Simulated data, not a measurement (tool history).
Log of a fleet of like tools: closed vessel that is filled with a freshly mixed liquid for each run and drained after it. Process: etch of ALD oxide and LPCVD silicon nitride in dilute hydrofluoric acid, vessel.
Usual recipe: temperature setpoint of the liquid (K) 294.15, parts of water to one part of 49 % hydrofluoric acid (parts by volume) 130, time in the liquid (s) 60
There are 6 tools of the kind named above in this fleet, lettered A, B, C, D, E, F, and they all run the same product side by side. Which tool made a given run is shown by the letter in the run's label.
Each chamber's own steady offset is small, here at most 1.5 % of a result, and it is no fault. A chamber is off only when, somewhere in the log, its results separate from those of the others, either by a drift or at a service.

run    day  temperature setpoint of the liquid (K)  parts of water to one part of 49 % hydrofluoric acid (parts by volume)  time in the liquid (s)  hours since the thermometer was replaced  hours since the hydrofluoric acid flow meter was replaced  read-back film thickness of the ALD oxide reference wafer, read on the same gauge (nm)  read-back film thickness of the LPCVD silicon nitride reference wafer, read on the same gauge (nm)  thickness taken off the ALD oxide on a monitor wafer (nm)  thickness taken off the LPCVD silicon nitride on a monitor wafer (nm)
 1A  0.138                                  294.15                                                                     130                      60                                     166.1                                                      196.2                                                                                  139.98                                                                                              130.02                                                    11.0500                                                               0.185360
 2B  0.367                                  294.15                                                                     130                      60                                     144.4                                                      242.5                                                                                  140.01                                                                                              130.02                                                    11.1010                                                               0.149360
 3E  0.525                                  294.15                                                                     130                      60                                     907.1                                                      247.7                                                                                  139.99                                                                                              129.97                                                    11.1250                                                               0.172950
 4C  0.758                                  294.15                                                                     130                      60                                    1613.8                                                     1763.5                                                                                  140.00                                                                                              130.01                                                    11.0670                                                               0.189620
 5D  0.942                                  294.15                                                                     130                      60                                     156.3                                                      187.8                                                                                  140.01                                                                                              129.99                                                    11.1450                                                               0.168920
 6F  1.175                                  294.15                                                                     130                      60                                    2240.1                                                      493.4                                                                                  139.98                                                                                              130.01                                                    11.1450                                                               0.168800
 7B  1.350                                  294.15                                                                     130                      60                                     168.0                                                      266.1                                                                                  140.00                                                                                              129.97                                                    11.0420                                                               0.238030
 8E  1.596                                  294.15                                                                     130                      60                                     932.8                                                      273.4                                                                                  140.01                                                                                              129.98                                                    11.1500                                                               0.164510
 9C  1.775                                  294.15                                                                     130                      60                                    1638.2                                                     1787.9                                                                                  140.03                                                                                              129.99                                                    11.1350                                                               0.158920
10F  1.954                                  294.15                                                                     130                      60                                    2258.8                                                      512.1                                                                                  140.02                                                                                              130.00                                                    11.1530                                                               0.188300
11A  2.162                                  294.15                                                                     130                      60                                     214.7                                                      244.8                                                                                  139.99                                                                                              130.02                                                    11.0890                                                               0.185980
12D  2.371                                  294.15                                                                     160                      60                                     190.6                                                      222.1                                                                                  139.98                                                                                              129.98                                                     8.7578                                                               0.145310
13D  2.592                                  294.15                                                                     160                      60                                     195.9                                                      227.4                                                                                  140.00                                                                                              130.00                                                     8.7001                                                               0.156320
14F  2.725                                  294.15                                                                     160                      60                                    2277.3                                                      530.6                                                                                  140.01                                                                                              130.00                                                     8.8109                                                               0.164020
15E  2.925                                  294.15                                                                     160                      60                                     964.7                                                      305.3                                                                                  140.01                                                                                              130.01                                                     8.7248                                                               0.155530
16A  3.112                                  294.15                                                                     160                      60                                     237.5                                                      267.6                                                                                  139.99                                                                                              130.04                                                     8.6760                                                               0.160650
17C  3.329                                  294.15                                                                     160                      60                                    1675.5                                                     1825.2                                                                                  140.03                                                                                              129.98                                                     8.7477                                                               0.163300
18B  3.496                                  294.15                                                                     130                      60                                     219.5                                                      317.6                                                                                  140.00                                                                                              129.98                                                    11.0740                                                               0.179330
19B  3.621                                  296.65                                                                     130                      75                                     222.5                                                      320.6                                                                                  140.01                                                                                              130.02                                                    15.2680                                                               0.223960
20D  3.838                                  296.65                                                                     130                      75                                     225.8                                                      257.3                                                                                  140.00                                                                                              130.02                                                    15.2020                                                               0.280820
     3.938  -- chamber F: thermometer replaced
21C  3.992                                  296.65                                                                     130                      75                                    1691.4                                                     1841.1                                                                                  139.99                                                                                              130.02                                                    15.2310                                                               0.197350
22A  4.138                                  296.65                                                                     130                      75                                     262.1                                                      292.2                                                                                  140.02                                                                                              129.98                                                    15.0340                                                               0.250800
23E  4.250                                  296.65                                                                     130                      75                                     996.5                                                      337.1                                                                                  139.97                                                                                              130.02                                                    15.2980                                                               0.217070
24F  4.467                                  296.65                                                                     130                      75                                      12.8                                                      572.4                                                                                  140.02                                                                                              129.99                                                    15.4080                                                               0.321050
25D  4.646                                  294.15                                                                     130                      60                                     245.2                                                      276.7                                                                                  140.03                                                                                              130.02                                                    11.0580                                                               0.163600
26F  4.767                                  294.15                                                                     130                      60                                      20.0                                                      579.6                                                                                  139.97                                                                                              130.00                                                    11.1290                                                               0.155300
27E  4.992                                  294.15                                                                     130                      60                                    1014.3                                                      354.9                                                                                  139.98                                                                                              129.97                                                    11.1420                                                               0.202400
28A  5.158                                  294.15                                                                     130                      60                                     286.6                                                      316.7                                                                                  139.99                                                                                              129.98                                                    10.8220                                                               0.190010
29C  5.292                                  294.15                                                                     130                      60                                    1722.6                                                     1872.3                                                                                  140.01                                                                                              130.00                                                    11.0660                                                               0.163870
30B  5.517                                  291.65                                                                     130                      60                                     268.0                                                      366.1                                                                                  140.01                                                                                              130.00                                                    10.0510                                                               0.149990
31E  5.675                                  291.65                                                                     130                      60                                    1030.7                                                      371.3                                                                                  140.04                                                                                              129.99                                                    10.0370                                                               0.099718
32A  5.921                                  291.65                                                                     130                      60                                     304.9                                                      335.0                                                                                  140.03                                                                                              130.01                                                     9.7414                                                               0.155790
33B  6.092                                  291.65                                                                     130                      60                                     281.8                                                      379.9                                                                                  140.00                                                                                              129.99                                                    10.0060                                                               0.153250
34D  6.325                                  291.65                                                                     130                      60                                     285.5                                                      317.0                                                                                  139.97                                                                                              130.01                                                    10.0160                                                               0.165400
35C  6.496                                  291.65                                                                     130                      60                                    1751.5                                                     1901.2                                                                                  140.02                                                                                              129.97                                                    10.0010                                                               0.160700
36F  6.733                                  294.15                                                                     130                      60                                      67.2                                                      626.8                                                                                  140.00                                                                                              129.99                                                    11.1440                                                               0.164260
37C  6.967                                  294.15                                                                     130                      60                                    1762.8                                                     1912.5                                                                                  139.99                                                                                              130.00                                                    11.0960                                                               0.162900
38A  7.088                                  294.15                                                                     130                      60                                     332.9                                                      363.0                                                                                  139.96                                                                                              130.04                                                    10.6650                                                               0.190670
39F  7.267                                  294.15                                                                     130                      60                                      80.0                                                      639.6                                                                                  139.97                                                                                              130.00                                                    11.1480                                                               0.192770
40B  7.475                                  294.15                                                                     130                      60                                     315.0                                                      413.1                                                                                  139.98                                                                                              130.01                                                    11.0320                                                               0.219840

Each of the 6 chambers runs these same settings next. Fill in every chamber's results:
41A  7.658                                  294.15                                                                     105                      60                                                                                                                                                                                                                                                                                                                                                           ?                                                                      ?
41B  7.658                                  294.15                                                                     105                      60                                                                                                                                                                                                                                                                                                                                                           ?                                                                      ?
41C  7.658                                  294.15                                                                     105                      60                                                                                                                                                                                                                                                                                                                                                           ?                                                                      ?
41D  7.658                                  294.15                                                                     105                      60                                                                                                                                                                                                                                                                                                                                                           ?                                                                      ?
41E  7.658                                  294.15                                                                     105                      60                                                                                                                                                                                                                                                                                                                                                           ?                                                                      ?
41F  7.658                                  294.15                                                                     105                      60                                                                                                                                                                                                                                                                                                                                                           ?                                                                      ?

run  thickness taken off the ALD oxide on a monitor wafer (nm)  thickness taken off the LPCVD silicon nitride on a monitor wafer (nm)
41A                                                    13.5080                                                               0.232940
41B                                                    14.0520                                                               0.169940
41C                                                    14.1280                                                               0.250910
41D                                                    14.1250                                                               0.243030
41E                                                    14.0760                                                               0.237790
41F                                                    14.0870                                                               0.214630
